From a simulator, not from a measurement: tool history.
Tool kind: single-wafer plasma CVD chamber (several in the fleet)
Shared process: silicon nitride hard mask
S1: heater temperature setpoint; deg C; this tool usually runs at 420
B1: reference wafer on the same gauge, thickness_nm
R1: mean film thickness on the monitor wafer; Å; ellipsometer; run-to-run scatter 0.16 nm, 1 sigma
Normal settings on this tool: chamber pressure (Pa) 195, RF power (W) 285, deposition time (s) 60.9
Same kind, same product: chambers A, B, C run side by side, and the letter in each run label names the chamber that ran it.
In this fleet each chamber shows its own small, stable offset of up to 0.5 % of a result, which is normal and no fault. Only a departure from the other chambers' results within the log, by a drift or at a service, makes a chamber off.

Run 1C, hour 4.6: usual settings; B1 77.794. Result: R1 651.29 Å.
Run 2B, hour 8.4: usual settings; B1 77.841. Result: R1 651.46 Å.
Run 3A, hour 12.0: usual settings; B1 77.770. Result: R1 656.05 Å.
Run 4A, hour 17.0: usual settings; B1 77.767. Result: R1 657.39 Å.
Run 5C, hour 22.4: usual settings; B1 77.810. Result: R1 653.51 Å.
Run 6B, hour 28.4: usual settings; B1 77.737. Result: R1 649.79 Å.
Run 7A, hour 32.9: usual settings; B1 77.816. Result: R1 651.72 Å.
Run 8C, hour 38.0: usual settings; B1 77.821. Result: R1 651.06 Å.
Run 9B, hour 42.5: usual settings; B1 77.793. Result: R1 650.72 Å.
Run 10C, hour 46.8: usual settings but deposition time (s) 67.4; B1 77.806. Result: R1 724.01 Å.
Run 11A, hour 53.6: usual settings but deposition time (s) 67.4; B1 77.790. Result: R1 721.98 Å.
Run 12B, hour 61.1: usual settings but deposition time (s) 67.4; B1 77.777. Result: R1 716.21 Å.
Run 13C, hour 65.1: usual settings but S1 408 deg C, chamber pressure (Pa) 155; B1 77.802. Result: R1 608.93 Å.
Run 14B, hour 69.5: usual settings but S1 408 deg C, chamber pressure (Pa) 155; B1 77.833. Result: R1 603.07 Å.
Run 15A, hour 74.3: usual settings but S1 408 deg C, chamber pressure (Pa) 155; B1 77.754. Result: R1 614.79 Å.
Run 16B, hour 79.5: usual settings; B1 77.802. Result: R1 641.39 Å.
Run 17A, hour 83.9: usual settings; B1 77.778. Result: R1 651.97 Å.
Run 18C, hour 89.3: usual settings; B1 77.811. Result: R1 654.30 Å.
Run 19C, hour 96.5: usual settings but S1 416 deg C, RF power (W) 230; B1 77.743. Result: R1 561.78 Å.
Run 20B, hour 103.6: usual settings but S1 416 deg C, RF power (W) 230; B1 77.790. Result: R1 550.65 Å.
Run 21A, hour 110.6: usual settings but S1 416 deg C, RF power (W) 230; B1 77.841. Result: R1 564.90 Å.
Run 22A, hour 114.7: usual settings; B1 77.830. Result: R1 655.66 Å.
Run 23B, hour 118.9: usual settings but S1 434 deg C, RF power (W) 230; B1 77.805. Result: R1 543.44 Å.
Run 24C, hour 124.5: usual settings but S1 434 deg C, RF power (W) 230; B1 77.794. Result: R1 558.66 Å.
Run 25B, hour 132.3: usual settings but S1 434 deg C, RF power (W) 230; B1 77.839. Result: R1 543.76 Å.
Run 26A, hour 139.5: usual settings but chamber pressure (Pa) 220, deposition time (s) 68.6; B1 77.846. Result: R1 765.10 Å.
Run 27C, hour 144.6: usual settings but chamber pressure (Pa) 220, deposition time (s) 68.6; B1 77.816. Result: R1 759.69 Å.
Run 28A, hour 152.4: usual settings but chamber pressure (Pa) 220, deposition time (s) 68.6; B1 77.812. Result: R1 767.03 Å.
Run 29B, hour 156.4: usual settings; B1 77.782. Result: R1 633.36 Å.
Run 30C, hour 164.2: usual settings; B1 77.830. Result: R1 651.09 Å.

What goes on in this fleet: one chamber off, a drifting gauge, or nothing beyond the chambers' own small offsets? Name the chamber and the cause, if any.

Little by little, chamber B moves away from the other chambers.
Likeliest cause: delivered RF power below the setpoint (%) = 4.6.

Below are 4 candidate recipes for chamber B's next run, each the usual settings with a change, their results shown as question marks. Which of them brings B's results back in line with what the other chambers give on the usual settings?
To be in line, a result may differ from the other chambers' mean on the usual settings by at most: R1 5.80 Å
Run 31B-1, hour 169.8: usual settings but deposition time (s) 64.2. Result: R1 ?.
Run 31B-2, hour 169.8: usual settings but chamber pressure (Pa) 187, RF power (W) 270. Result: R1 ?.
Run 31B-3, hour 169.8: usual settings but deposition time (s) 58.8. Result: R1 ?.
Run 31B-4, hour 169.8: usual settings but RF power (W) 290, deposition time (s) 62.3. Result: R1 ?.

Average result of the remaining chambers running the usual settings: R1 653.77 Å
  run      R1
31B-1  665.31
31B-2  599.90
31B-3  609.43
31B-4  653.40
Change 31B-4 lands the chamber within the allowed miss of the other chambers.
